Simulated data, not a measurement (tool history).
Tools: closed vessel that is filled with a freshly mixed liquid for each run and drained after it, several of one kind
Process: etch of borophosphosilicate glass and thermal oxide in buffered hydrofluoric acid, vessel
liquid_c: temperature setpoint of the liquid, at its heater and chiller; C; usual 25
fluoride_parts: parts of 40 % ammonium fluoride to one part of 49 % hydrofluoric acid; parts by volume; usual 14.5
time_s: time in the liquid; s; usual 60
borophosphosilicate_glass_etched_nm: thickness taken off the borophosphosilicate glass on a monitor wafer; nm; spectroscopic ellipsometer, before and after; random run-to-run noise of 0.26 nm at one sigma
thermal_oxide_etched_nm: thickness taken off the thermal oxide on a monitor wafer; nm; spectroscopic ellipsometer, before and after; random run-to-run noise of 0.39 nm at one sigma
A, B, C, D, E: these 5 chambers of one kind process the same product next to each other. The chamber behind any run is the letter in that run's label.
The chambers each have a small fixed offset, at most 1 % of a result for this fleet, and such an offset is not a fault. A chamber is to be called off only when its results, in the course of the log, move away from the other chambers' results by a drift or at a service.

run	hour	liquid_c	fluoride_parts	time_s	read-back film thickness of the borophosphosilicate glass reference wafer, read on the same gauge (nm)	read-back film thickness of the thermal oxide reference wafer, read on the same gauge (nm)	borophosphosilicate_glass_etched_nm	thermal_oxide_etched_nm
1A	4.9	25	14.5	60	149.97	30.025	73.508	49.498
2D	10.9	25	14.5	60	150.00	29.970	73.834	49.191
3B	16.9	25	14.5	60	150.02	30.032	73.516	48.628
4C	22.5	25	14.5	60	150.01	30.022	74.273	49.758
5E	26.1	25	14.5	60	150.03	30.004	73.670	49.504
6D	31.8	25	14.5	60	150.00	29.997	73.967	49.146
7A	37.4	25	14.5	60	150.01	29.991	72.867	48.710
8B	42.8	25	14.5	60	149.98	30.030	73.374	49.320
9C	48.5	25	14.5	60	149.99	29.965	73.762	49.892
10E	52.8	25	14.5	60	150.01	29.993	73.711	49.280
11C	55.7	25	14.5	60	149.98	30.031	73.633	50.026
12A	58.6	25	14.5	60	149.99	29.999	72.791	49.178
13E	61.7	25	14.5	60	150.01	29.999	73.779	49.415
14D	67.1	22	14.5	60	149.97	30.028	62.759	42.097
15B	70.9	22	14.5	60	149.99	30.027	62.476	41.349
16E	75.0	22	14.5	60	150.00	29.978	62.294	41.426
17D	80.7	22	14.5	60	150.00	29.971	62.131	42.064
18B	84.2	22	14.5	60	150.00	29.966	62.610	41.238
19A	89.5	25	14.5	60	150.00	30.003	72.926	49.599
20C	93.9	25	14.5	60	149.98	30.024	74.041	50.345
21D	99.8	25	14.5	60	150.00	30.000	73.972	50.102
22B	103.3	25	14.5	60	149.99	30.004	73.586	48.945
23C	106.0	25	14.5	60	149.99	30.055	74.289	49.724
24E	112.0	25	14.5	40	149.99	29.968	49.103	32.648
25A	115.6	25	14.5	40	150.01	30.062	48.762	32.902
26A	119.7	25	14.5	40	150.01	29.999	48.578	32.459
27B	122.6	25	14.5	40	150.00	30.013	49.017	32.407
28D	127.3	25	14.5	40	150.02	29.979	49.333	33.303
29C	133.6	25	20.0	60	149.99	30.013	53.729	36.308
30E	136.6	25	20.0	60	150.00	30.058	53.112	35.777
31C	142.8	25	20.0	60	150.01	30.012	53.696	36.104
32A	148.1	25	20.0	60	150.01	29.972	53.328	35.908
33B	151.4	25	20.0	60	149.99	29.982	53.776	35.781
34D	157.5	25	14.5	60	150.00	30.003	73.806	49.589
35E	162.0	25	14.5	60	150.00	30.024	73.600	48.732
36C	165.0	25	14.5	60	150.00	30.000	74.570	49.629
37E	170.8	25	14.5	60	149.99	29.998	73.759	49.151
38D	174.5	25	14.5	60	150.00	29.985	73.957	49.561
39A	179.9	25	14.5	60	149.99	30.024	73.475	49.618
40B	184.8	25	14.5	60	150.01	29.980	73.208	49.228
41B	187.7	25	14.5	60	150.00	29.997	74.046	48.621
42E	193.4	25	14.5	60	150.02	29.984	73.844	48.909
43A	197.7	25	14.5	60	150.00	30.007	73.000	48.651
44D	201.8	25	14.5	60	150.03	30.004	73.987	50.076

Each of the 5 chambers runs these same settings next. Fill in every chamber's results:
45A	206.3	25	14.5	60			?	?
45B	206.3	25	14.5	60			?	?
45C	206.3	25	14.5	60			?	?
45D	206.3	25	14.5	60			?	?
45E	206.3	25	14.5	60			?	?

run	borophosphosilicate_glass_etched_nm	thermal_oxide_etched_nm
45A	73.649	48.667
45B	73.318	49.350
45C	73.983	49.788
45D	73.716	48.804
45E	73.373	49.061
